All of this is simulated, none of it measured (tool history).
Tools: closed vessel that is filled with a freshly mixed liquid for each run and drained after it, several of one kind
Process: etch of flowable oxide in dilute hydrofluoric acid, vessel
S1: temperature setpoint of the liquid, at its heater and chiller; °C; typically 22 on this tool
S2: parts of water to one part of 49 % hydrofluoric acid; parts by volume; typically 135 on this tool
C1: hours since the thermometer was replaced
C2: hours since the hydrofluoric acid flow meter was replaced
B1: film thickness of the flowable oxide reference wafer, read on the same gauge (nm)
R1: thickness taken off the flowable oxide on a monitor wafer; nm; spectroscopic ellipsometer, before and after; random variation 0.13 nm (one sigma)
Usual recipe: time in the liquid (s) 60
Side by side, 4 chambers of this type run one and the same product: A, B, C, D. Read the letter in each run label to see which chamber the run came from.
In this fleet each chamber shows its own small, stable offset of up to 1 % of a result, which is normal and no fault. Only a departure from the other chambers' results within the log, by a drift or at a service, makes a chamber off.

run 1D day=0.408 | S1=22 S2=135 time_in_the_liquid_(s)=60 | C1=1226.4 C2=1477.3 | B1=29.965 | R1=14.881
run 2B day=0.729 | S1=22 S2=135 time_in_the_liquid_(s)=60 | C1=861.5 C2=520.9 | B1=30.007 | R1=14.809
run 3A day=1.042 | S1=22 S2=135 time_in_the_liquid_(s)=60 | C1=1397.6 C2=495.9 | B1=30.006 | R1=15.182
run 4C day=1.354 | S1=22 S2=135 time_in_the_liquid_(s)=60 | C1=510.9 C2=508.6 | B1=30.036 | R1=15.036
run 5C day=1.738 | S1=22 S2=135 time_in_the_liquid_(s)=60 | C1=520.1 C2=517.8 | B1=30.011 | R1=15.141
run 6D day=1.938 | S1=22 S2=135 time_in_the_liquid_(s)=60 | C1=1263.1 C2=1514 | B1=30.003 | R1=14.868
run 7A day=2.308 | S1=22 S2=135 time_in_the_liquid_(s)=60 | C1=1428 C2=526.3 | B1=29.985 | R1=14.874
run 8B day=2.638 | S1=22 S2=135 time_in_the_liquid_(s)=60 | C1=907.3 C2=566.7 | B1=29.968 | R1=14.987
run 9A day=3.054 | S1=22 S2=185 time_in_the_liquid_(s)=60 | C1=1445.9 C2=544.2 | B1=29.976 | R1=10.364
run 10B day=3.417 | S1=22 S2=185 time_in_the_liquid_(s)=60 | C1=926 C2=585.4 | B1=30.019 | R1=10.121
run 11D day=3.821 | S1=22 S2=185 time_in_the_liquid_(s)=60 | C1=1308.3 C2=1559.2 | B1=29.973 | R1=10.13
-- day=3.929 chamber C: thermometer replaced
run 12C day=4.154 | S1=22 S2=185 time_in_the_liquid_(s)=60 | C1=5.5 C2=575.8 | B1=29.988 | R1=10.568
run 13A day=4.479 | S1=22 S2=135 time_in_the_liquid_(s)=60 | C1=1480.1 C2=578.4 | B1=29.99 | R1=15.054
run 14B day=4.871 | S1=22 S2=135 time_in_the_liquid_(s)=60 | C1=960.9 C2=620.3 | B1=29.988 | R1=14.566
run 15D day=5.208 | S1=22 S2=135 time_in_the_liquid_(s)=60 | C1=1341.6 C2=1592.5 | B1=30.034 | R1=14.941
run 16C day=5.479 | S1=19.5 S2=165 time_in_the_liquid_(s)=60 | C1=37.3 C2=607.6 | B1=30.024 | R1=10.708
run 17A day=5.854 | S1=19.5 S2=165 time_in_the_liquid_(s)=60 | C1=1513.1 C2=611.4 | B1=29.992 | R1=10.777
run 18D day=6.208 | S1=19.5 S2=165 time_in_the_liquid_(s)=60 | C1=1365.6 C2=1616.5 | B1=29.992 | R1=10.776
run 19C day=6.496 | S1=19.5 S2=165 time_in_the_liquid_(s)=60 | C1=61.7 C2=632 | B1=30.004 | R1=10.52
run 20B day=6.754 | S1=22 S2=135 time_in_the_liquid_(s)=60 | C1=1006.1 C2=665.5 | B1=30.015 | R1=14.405
run 21A day=7.029 | S1=22 S2=135 time_in_the_liquid_(s)=60 | C1=1541.3 C2=639.6 | B1=30.012 | R1=14.887
run 22B day=7.225 | S1=22 S2=135 time_in_the_liquid_(s)=60 | C1=1017.4 C2=676.8 | B1=29.994 | R1=14.312
run 23C day=7.579 | S1=22 S2=135 time_in_the_liquid_(s)=60 | C1=87.7 C2=658 | B1=29.972 | R1=14.855
run 24D day=7.862 | S1=22 S2=135 time_in_the_liquid_(s)=60 | C1=1405.3 C2=1656.2 | B1=30.026 | R1=14.976

Next, every chamber runs the same settings. What will each give?
run 25A day=8.167 | S1=22 S2=135 time_in_the_liquid_(s)=60 | R1=?
run 25B day=8.167 | S1=22 S2=135 time_in_the_liquid_(s)=60 | R1=?
run 25C day=8.167 | S1=22 S2=135 time_in_the_liquid_(s)=60 | R1=?
run 25D day=8.167 | S1=22 S2=135 time_in_the_liquid_(s)=60 | R1=?

run=25A R1=14.944
run=25B R1=14.12
run=25C R1=15.031
run=25D R1=14.63
